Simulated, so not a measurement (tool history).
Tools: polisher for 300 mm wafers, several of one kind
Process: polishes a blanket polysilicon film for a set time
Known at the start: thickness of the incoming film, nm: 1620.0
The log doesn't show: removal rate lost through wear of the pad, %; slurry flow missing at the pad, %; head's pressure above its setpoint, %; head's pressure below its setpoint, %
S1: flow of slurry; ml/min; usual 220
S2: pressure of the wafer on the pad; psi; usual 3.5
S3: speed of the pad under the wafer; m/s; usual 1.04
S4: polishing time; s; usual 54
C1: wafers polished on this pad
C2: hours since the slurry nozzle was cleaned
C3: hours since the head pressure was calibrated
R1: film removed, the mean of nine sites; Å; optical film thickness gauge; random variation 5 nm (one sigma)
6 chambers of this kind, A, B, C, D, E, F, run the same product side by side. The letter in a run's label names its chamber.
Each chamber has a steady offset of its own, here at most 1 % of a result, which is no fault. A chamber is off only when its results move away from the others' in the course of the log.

-- hour=4.2 chamber B: slurry nozzle cleaned
run 1E hour=10.4 | S1=220 S2=3.5 S3=1.04 S4=54 | C1=343 C2=159.9 C3=175.8 | R1=6242.5
-- hour=20.6 chamber D: worn pad replaced by a new one
run 2C hour=22 | S1=220 S2=3.5 S3=1.04 S4=54 | C1=135 C2=22.5 C3=206.3 | R1=6156
-- hour=26.1 chamber F: slurry nozzle cleaned
run 3B hour=36.6 | S1=220 S2=3.5 S3=1.04 S4=54 | C1=905 C2=32.5 C3=662.2 | R1=6171.2
run 4D hour=49.9 | S1=220 S2=3.5 S3=1.04 S4=54 | C1=163 C2=236.2 C3=407.5 | R1=6272.8
run 5A hour=58.6 | S1=220 S2=3.5 S3=1.04 S4=54 | C1=958 C2=337.8 C3=290.1 | R1=6227.7
run 6F hour=68.6 | S1=220 S2=3.5 S3=1.04 S4=54 | C1=1070 C2=42.5 C3=596.3 | R1=6029
run 7C hour=82.6 | S1=245 S2=3.5 S3=1.04 S4=54 | C1=472 C2=83.1 C3=266.9 | R1=6169.9
run 8A hour=93.8 | S1=245 S2=3.5 S3=1.04 S4=54 | C1=1154 C2=373 C3=325.3 | R1=6352.6
-- hour=100.6 chamber B: head pressure recalibrated
run 9E hour=105.1 | S1=245 S2=3.5 S3=1.04 S4=54 | C1=870 C2=254.6 C3=270.5 | R1=6188.4
run 10B hour=113.1 | S1=245 S2=3.5 S3=1.04 S4=54 | C1=1331 C2=109 C3=12.5 | R1=6308.6
-- hour=114.5 chamber E: slurry nozzle cleaned
-- hour=116.2 chamber F: worn pad replaced by a new one
-- hour=117.3 chamber A: worn pad replaced by a new one
run 11F hour=122.8 | S1=245 S2=3.5 S3=1.04 S4=54 | C1=37 C2=96.7 C3=650.5 | R1=6234.6
-- hour=134.4 chamber D: worn pad replaced by a new one
run 12D hour=136.5 | S1=245 S2=3.5 S3=1.04 S4=54 | C1=11 C2=322.8 C3=494.1 | R1=6334
run 13D hour=148.8 | S1=220 S2=3.5 S3=1.04 S4=54 | C1=80 C2=335.1 C3=506.4 | R1=6299.5
-- hour=149 chamber C: worn pad replaced by a new one
run 14E hour=155.9 | S1=220 S2=3.5 S3=1.04 S4=54 | C1=1153 C2=41.5 C3=321.3 | R1=6159.9
run 15C hour=164.5 | S1=220 S2=3.5 S3=1.04 S4=54 | C1=86 C2=165 C3=348.8 | R1=6227.8
run 16F hour=177 | S1=220 S2=3.5 S3=1.04 S4=54 | C1=338 C2=150.9 C3=704.7 | R1=6152.4
run 17B hour=191.5 | S1=220 S2=3.5 S3=1.04 S4=54 | C1=1767 C2=187.4 C3=90.9 | R1=6166
run 18A hour=202.7 | S1=220 S2=4.4 S3=1.04 S4=63 | C1=475 C2=481.9 C3=434.2 | R1=9055.7
run 19B hour=209.6 | S1=220 S2=4.4 S3=1.04 S4=63 | C1=1868 C2=205.5 C3=109 | R1=8918.6
-- hour=214.9 chamber C: slurry nozzle cleaned
run 20C hour=224.4 | S1=220 S2=4.4 S3=1.04 S4=63 | C1=420 C2=9.6 C3=408.7 | R1=9042.6
-- hour=224.9 chamber D: worn pad replaced by a new one
-- hour=228.8 chamber E: worn pad replaced by a new one
run 21A hour=233.5 | S1=220 S2=4.4 S3=1.04 S4=63 | C1=646 C2=512.7 C3=465 | R1=9220.9
run 22F hour=246.5 | S1=220 S2=4.4 S3=1.04 S4=63 | C1=725 C2=220.4 C3=774.2 | R1=9036.3
run 23D hour=256.6 | S1=220 S2=4.4 S3=1.04 S4=63 | C1=176 C2=442.9 C3=614.2 | R1=9013.3
run 24E hour=268 | S1=220 S2=2.3 S3=1.04 S4=54 | C1=218 C2=153.6 C3=433.4 | R1=4041
run 25F hour=276.4 | S1=220 S2=2.3 S3=1.04 S4=54 | C1=892 C2=250.3 C3=804.1 | R1=4035
run 26B hour=285.5 | S1=220 S2=2.3 S3=1.04 S4=54 | C1=2290 C2=281.4 C3=184.9 | R1=3913.4
-- hour=295.7 chamber C: worn pad replaced by a new one
run 27D hour=299.1 | S1=220 S2=2.3 S3=1.04 S4=54 | C1=413 C2=485.4 C3=656.7 | R1=4119.5
run 28E hour=308.2 | S1=220 S2=2.3 S3=1.04 S4=54 | C1=442 C2=193.8 C3=473.6 | R1=4037.1
run 29A hour=319 | S1=220 S2=2.3 S3=1.04 S4=54 | C1=1122 C2=598.2 C3=550.5 | R1=4115.3
-- hour=323 chamber B: slurry nozzle cleaned
-- hour=326.9 chamber A: slurry nozzle cleaned
run 30C hour=328.6 | S1=220 S2=3.5 S3=1.04 S4=54 | C1=183 C2=113.8 C3=512.9 | R1=6123.6
run 31B hour=338.1 | S1=220 S2=3.5 S3=1.04 S4=54 | C1=2583 C2=15.1 C3=237.5 | R1=5687.5
-- hour=338.4 chamber D: worn pad replaced by a new one
-- hour=339.2 chamber A: worn pad replaced by a new one
run 32A hour=346.6 | S1=250 S2=3.5 S3=1.04 S4=54 | C1=41 C2=19.8 C3=578.1 | R1=6366.5
run 33F hour=357.2 | S1=250 S2=3.5 S3=1.04 S4=54 | C1=1341 C2=331.1 C3=884.9 | R1=6214.9
run 34C hour=365 | S1=250 S2=3.5 S3=1.04 S4=54 | C1=386 C2=150.2 C3=549.3 | R1=6160.4
run 35E hour=373.3 | S1=250 S2=3.5 S3=1.04 S4=54 | C1=804 C2=258.9 C3=538.7 | R1=6191.9
run 36D hour=387.4 | S1=250 S2=3.5 S3=1.04 S4=54 | C1=272 C2=573.7 C3=745 | R1=6247.1
run 37B hour=398.4 | S1=250 S2=3.5 S3=1.04 S4=54 | C1=2919 C2=75.4 C3=297.8 | R1=5657.8

What goes on in this fleet: one chamber off, a drifting gauge, or nothing beyond the chambers' own small offsets? Name the chamber and the cause, if any.

Chamber B drifts away from the others.
Cause: removal rate lost through wear of the pad, % = 10.7.
The log may not tell that from: head's pressure below its setpoint, %.

Here are 4 candidates for chamber B's next run, each the usual settings with a change, their results left as question marks. Which one brings its results back in line with what the others give on the usual settings?
In line means no further than this from the other chambers' mean on the usual settings: R1 180 Å
run 38B-1 hour=409.6 | S1=220 S2=3.5 S3=1.06 S4=55 | R1=?
run 38B-2 hour=409.6 | S1=220 S2=3.5 S3=1.16 S4=54 | R1=?
run 38B-3 hour=409.6 | S1=220 S2=3.3 S3=1.04 S4=51 | R1=?
run 38B-4 hour=409.6 | S1=220 S2=3.4 S3=1.04 S4=54 | R1=?

The other chambers' mean on the usual settings: R1 6180.8 Å
run=38B-1 R1=5739.2
run=38B-2 R1=6167.7
run=38B-3 R1=4923.3
run=38B-4 R1=5370.6
38B-2 brings the chamber back in line.
